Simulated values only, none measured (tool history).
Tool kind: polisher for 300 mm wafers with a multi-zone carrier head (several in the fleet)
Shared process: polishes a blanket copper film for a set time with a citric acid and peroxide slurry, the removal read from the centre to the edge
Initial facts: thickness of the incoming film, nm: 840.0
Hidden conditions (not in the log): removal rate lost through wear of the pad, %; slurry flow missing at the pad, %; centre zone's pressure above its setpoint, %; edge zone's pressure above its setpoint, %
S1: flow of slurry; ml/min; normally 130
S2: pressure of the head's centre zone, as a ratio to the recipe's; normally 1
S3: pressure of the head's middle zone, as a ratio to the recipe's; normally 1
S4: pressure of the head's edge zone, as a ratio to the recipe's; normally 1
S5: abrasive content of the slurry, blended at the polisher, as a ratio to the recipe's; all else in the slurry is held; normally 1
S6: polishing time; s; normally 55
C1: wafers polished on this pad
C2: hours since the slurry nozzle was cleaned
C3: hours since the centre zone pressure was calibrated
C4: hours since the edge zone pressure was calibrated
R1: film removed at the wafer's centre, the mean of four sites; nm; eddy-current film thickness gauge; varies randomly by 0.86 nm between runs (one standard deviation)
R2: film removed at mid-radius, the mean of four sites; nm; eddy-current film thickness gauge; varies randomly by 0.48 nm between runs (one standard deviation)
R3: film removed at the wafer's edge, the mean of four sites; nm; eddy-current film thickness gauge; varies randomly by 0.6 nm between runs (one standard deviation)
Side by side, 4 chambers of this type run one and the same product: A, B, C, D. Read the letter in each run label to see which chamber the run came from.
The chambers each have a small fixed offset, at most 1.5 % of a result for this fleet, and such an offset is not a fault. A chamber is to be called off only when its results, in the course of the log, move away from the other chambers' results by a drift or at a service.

run 1B day=0.262 | S1=130 S2=1 S3=1 S4=1 S5=1 S6=55 | C1=210 C2=93.3 C3=68.8 C4=825.5 | R1=78.174 R2=76.863 R3=78.112
-- day=0.425 chamber D: worn pad replaced by a new one
run 2C day=0.738 | S1=130 S2=1 S3=1 S4=1 S5=1 S6=55 | C1=676 C2=246.6 C3=20.8 C4=131.3 | R1=76.45 R2=77.418 R3=77.136
-- day=0.796 chamber C: worn pad replaced by a new one
run 3A day=0.971 | S1=130 S2=1 S3=1 S4=1 S5=1 S6=55 | C1=548 C2=24.4 C3=679 C4=886.1 | R1=75.307 R2=77.702 R3=76.248
run 4D day=1.254 | S1=130 S2=1 S3=1 S4=1 S5=1 S6=55 | C1=266 C2=99.2 C3=236.2 C4=450.4 | R1=77.197 R2=76.473 R3=76.706
-- day=1.317 chamber A: worn pad replaced by a new one
run 5C day=1.629 | S1=130 S2=1 S3=1 S4=1 S5=1 S6=55 | C1=267 C2=268 C3=42.2 C4=152.7 | R1=77.296 R2=76.175 R3=77.715
run 6D day=1.904 | S1=130 S2=1 S3=1 S4=1 S5=1 S6=55 | C1=475 C2=114.8 C3=251.8 C4=466 | R1=75.205 R2=77.511 R3=77.543
run 7B day=2.308 | S1=130 S2=1 S3=1 S4=1 S5=1 S6=55 | C1=865 C2=142.4 C3=117.9 C4=874.6 | R1=76.79 R2=76.732 R3=77.749
-- day=2.388 chamber B: worn pad replaced by a new one
run 8A day=2.696 | S1=130 S2=1 S3=1 S4=1 S5=1 S6=55 | C1=442 C2=65.8 C3=720.4 C4=927.5 | R1=77.208 R2=77.633 R3=76.726
-- day=2.821 chamber C: worn pad replaced by a new one
-- day=3.112 chamber A: worn pad replaced by a new one
run 9B day=3.117 | S1=130 S2=1 S3=1 S4=1 S5=1 S6=55 | C1=234 C2=161.8 C3=137.3 C4=894 | R1=78.693 R2=76.698 R3=78.73
run 10D day=3.354 | S1=130 S2=1 S3=1 S4=1 S5=1 S6=55 | C1=939 C2=149.6 C3=286.6 C4=500.8 | R1=77.342 R2=77.613 R3=76.778
run 11C day=3.754 | S1=130 S2=1 S3=1 S4=1 S5=1 S6=55 | C1=299 C2=319 C3=93.2 C4=203.7 | R1=75.178 R2=76.162 R3=75.701
run 12A day=4.083 | S1=130 S2=1 S3=1 S4=1 S5=1 S6=55 | C1=311 C2=99.1 C3=753.7 C4=960.8 | R1=77.255 R2=78.202 R3=77.053
-- day=4.104 chamber D: worn pad replaced by a new one
run 13D day=4.412 | S1=130 S2=1 S3=1 S4=1 S5=1 S6=55 | C1=98 C2=175 C3=312 C4=526.2 | R1=78.104 R2=76.899 R3=78.026
-- day=4.642 chamber A: worn pad replaced by a new one
run 14B day=4.708 | S1=130 S2=1 S3=1 S4=1 S5=1 S6=55 | C1=744 C2=200 C3=175.5 C4=932.2 | R1=78.434 R2=77.723 R3=78.054
-- day=4.812 chamber D: edge zone pressure recalibrated
-- day=4.867 chamber C: worn pad replaced by a new one
-- day=4.938 chamber B: worn pad replaced by a new one
run 15A day=5.067 | S1=130 S2=1 S3=1 S4=1 S5=1 S6=55 | C1=137 C2=122.7 C3=777.3 C4=984.4 | R1=76.048 R2=78.661 R3=76.283
run 16C day=5.462 | S1=130 S2=1 S3=1 S4=1 S5=1 S6=55 | C1=191 C2=360 C3=134.2 C4=244.7 | R1=74.563 R2=74.073 R3=74.757
run 17A day=5.904 | S1=130 S2=1 S3=1 S4=1 S5=1 S6=55 | C1=405 C2=142.8 C3=797.4 C4=1004.5 | R1=75.087 R2=77.45 R3=77.027
-- day=5.908 chamber A: centre zone pressure recalibrated
run 18B day=6.271 | S1=130 S2=1 S3=1 S4=1 S5=1 S6=55 | C1=428 C2=237.5 C3=213 C4=969.7 | R1=77.339 R2=77.07 R3=78.258
-- day=6.608 chamber A: worn pad replaced by a new one
-- day=6.667 chamber C: worn pad replaced by a new one
run 19C day=6.746 | S1=130 S2=1 S3=1.08 S4=1 S5=1 S6=55 | C1=25 C2=390.8 C3=165 C4=275.5 | R1=72.737 R2=78.449 R3=73.527
run 20D day=6.983 | S1=130 S2=1 S3=1.08 S4=1 S5=1 S6=55 | C1=922 C2=236.7 C3=373.7 C4=52.1 | R1=77.154 R2=82.851 R3=78.33
-- day=7.267 chamber B: edge zone pressure recalibrated
run 21B day=7.358 | S1=130 S2=1 S3=1.08 S4=1 S5=1 S6=55 | C1=776 C2=263.6 C3=239.1 C4=2.3 | R1=79.102 R2=83.108 R3=77.114
-- day=7.546 chamber D: worn pad replaced by a new one
run 22C day=7.658 | S1=130 S2=1 S3=1.08 S4=1 S5=1 S6=55 | C1=318 C2=412.7 C3=186.9 C4=297.4 | R1=72.538 R2=77.758 R3=73.034
run 23A day=7.929 | S1=130 S2=1 S3=1 S4=1 S5=1 S6=55 | C1=423 C2=191.4 C3=48.6 C4=1053.1 | R1=76.081 R2=77.943 R3=77.107
run 24D day=8.2 | S1=130 S2=1 S3=1 S4=1 S5=1 S6=55 | C1=209 C2=265.9 C3=402.9 C4=81.3 | R1=76.649 R2=76.981 R3=76.629
run 25D day=8.558 | S1=130 S2=1 S3=1 S4=1 S5=1 S6=55 | C1=324 C2=274.5 C3=411.5 C4=89.9 | R1=76.366 R2=78.278 R3=77.3

What goes on in this fleet: one chamber off, a drifting gauge, or nothing beyond the chambers' own small offsets? Name the chamber and the cause, if any.

It is chamber C that slowly wanders off from its peers.
What lies behind it: slurry flow missing at the pad, % = 29.8.

Below are 4 candidate recipes for chamber C's next run, each the usual settings with a change, their results shown as question marks. Which of them brings C's results back in line with what the other chambers give on the usual settings?
Counts as in line when no further than this from what the other chambers average on the usual settings: R1 3 nm; R2 1.7 nm; R3 2.1 nm
run 26C-1 day=8.904 | S1=125 S2=0.98 S3=0.98 S4=1.02 S5=1 S6=52 | R1=? R2=? R3=?
run 26C-2 day=8.904 | S1=125 S2=0.99 S3=0.99 S4=1.01 S5=1 S6=54 | R1=? R2=? R3=?
run 26C-3 day=8.904 | S1=135 S2=1.01 S3=1.01 S4=0.99 S5=1 S6=56 | R1=? R2=? R3=?
run 26C-4 day=8.904 | S1=135 S2=1.02 S3=1.02 S4=0.98 S5=1 S6=58 | R1=? R2=? R3=?

The other chambers' mean on the usual settings: R1 76.732 nm; R2 76.929 nm; R3 76.992 nm
run=26C-1 R1=63.465 R2=64.455 R3=69.154
run=26C-2 R1=66.66 R2=67.552 R3=71.426
run=26C-3 R1=72.66 R2=73.034 R3=74.415
run=26C-4 R1=76.088 R2=76.321 R3=76.648
With 26C-4, the chamber falls back in line with the rest.
